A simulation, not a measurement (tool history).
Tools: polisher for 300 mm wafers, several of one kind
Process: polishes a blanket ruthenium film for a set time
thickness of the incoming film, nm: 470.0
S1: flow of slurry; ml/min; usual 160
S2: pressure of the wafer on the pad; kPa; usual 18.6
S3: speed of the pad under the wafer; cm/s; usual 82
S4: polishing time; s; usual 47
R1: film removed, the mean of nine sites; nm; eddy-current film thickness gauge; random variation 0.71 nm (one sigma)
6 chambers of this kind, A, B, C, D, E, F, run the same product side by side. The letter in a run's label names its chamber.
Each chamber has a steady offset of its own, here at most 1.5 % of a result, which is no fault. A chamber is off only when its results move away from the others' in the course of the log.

run   hour   S1    S2  S3  S4      R1
       6.3  -- chamber A: worn pad replaced by a new one
 1E    8.0  160  18.6  82  47  51.912
 2C   12.3  160  18.6  82  47  51.959
      13.0  -- chamber F: worn pad replaced by a new one
      17.4  -- chamber E: slurry nozzle cleaned
 3B   19.6  160  18.6  82  47  50.967
 4A   24.9  160  18.6  82  47  52.204
 5D   30.5  160  18.6  82  47  50.554
 6F   38.3  160  18.6  82  47  51.199
 7D   44.7  160  13.1  72  47  32.141
      48.1  -- chamber D: slurry nozzle cleaned
 8C   50.1  160  13.1  72  47  31.269
 9B   54.3  160  13.1  72  47  32.516
      60.4  -- chamber B: worn pad replaced by a new one
10E   61.1  160  13.1  72  47  31.947
      63.6  -- chamber E: worn pad replaced by a new one
11A   68.2  160  13.1  72  47  31.049
12F   73.9  160  13.1  72  47  31.958
      76.3  -- chamber A: worn pad replaced by a new one
13A   83.0  160  18.6  82  47  52.230
14E   89.0  160  18.6  82  54  57.779
      90.8  -- chamber D: worn pad replaced by a new one
      91.6  -- chamber C: worn pad replaced by a new one
15B   97.5  160  18.6  82  54  58.150
16F  102.7  160  18.6  82  54  59.990
17D  112.1  160  18.6  82  54  60.509
18C  119.0  160  18.6  82  54  57.987
     123.7  -- chamber F: worn pad replaced by a new one
     124.2  -- chamber F: head pressure recalibrated
19A  127.2  160  18.6  82  54  59.589
20D  136.6  160  18.6  82  47  50.836
     140.3  -- chamber E: worn pad replaced by a new one
21F  143.7  160  18.6  82  47  50.797
22E  148.1  160  18.6  82  61  66.765
     151.6  -- chamber B: worn pad replaced by a new one
     154.0  -- chamber A: worn pad replaced by a new one
23C  155.2  160  18.6  82  61  66.341
24B  159.9  160  18.6  82  61  66.889
25B  167.6  160  18.6  82  61  65.777
26E  174.3  160  18.6  82  61  69.189
27A  179.9  160  18.6  82  61  65.101
28C  186.7  160  18.6  82  47  51.002
29F  192.0  160  18.6  82  47  51.016
30D  200.9  160  18.6  82  47  51.893
     201.8  -- chamber C: worn pad replaced by a new one
31E  210.3  160  18.6  96  60  77.629
     210.7  -- chamber D: worn pad replaced by a new one
     213.8  -- chamber E: worn pad replaced by a new one
32A  219.9  160  18.6  96  60  77.577
     222.3  -- chamber B: worn pad replaced by a new one
     222.4  -- chamber F: worn pad replaced by a new one
33D  224.4  160  18.6  96  60  76.316
34B  232.7  160  18.6  96  60  76.902
     233.4  -- chamber A: worn pad replaced by a new one
35F  239.8  160  18.6  96  60  76.953
36C  244.6  160  18.6  96  60  76.571
37F  252.3  160  18.6  82  47  51.157
38A  256.6  160  18.6  82  47  52.849
39B  266.2  160  15.9  72  47  38.392
40C  273.2  160  15.9  72  47  38.743
41E  278.6  160  15.9  72  47  39.340
42D  287.3  160  15.9  72  47  38.690
43A  296.5  160  15.9  72  47  39.383
44C  305.1  160  15.9  72  47  38.374

What goes on in this fleet: one chamber off, a drifting gauge, or nothing beyond the chambers' own small offsets? Name the chamber and the cause, if any.

No chamber stands off beyond its own small offset, and the gauge holds steady.
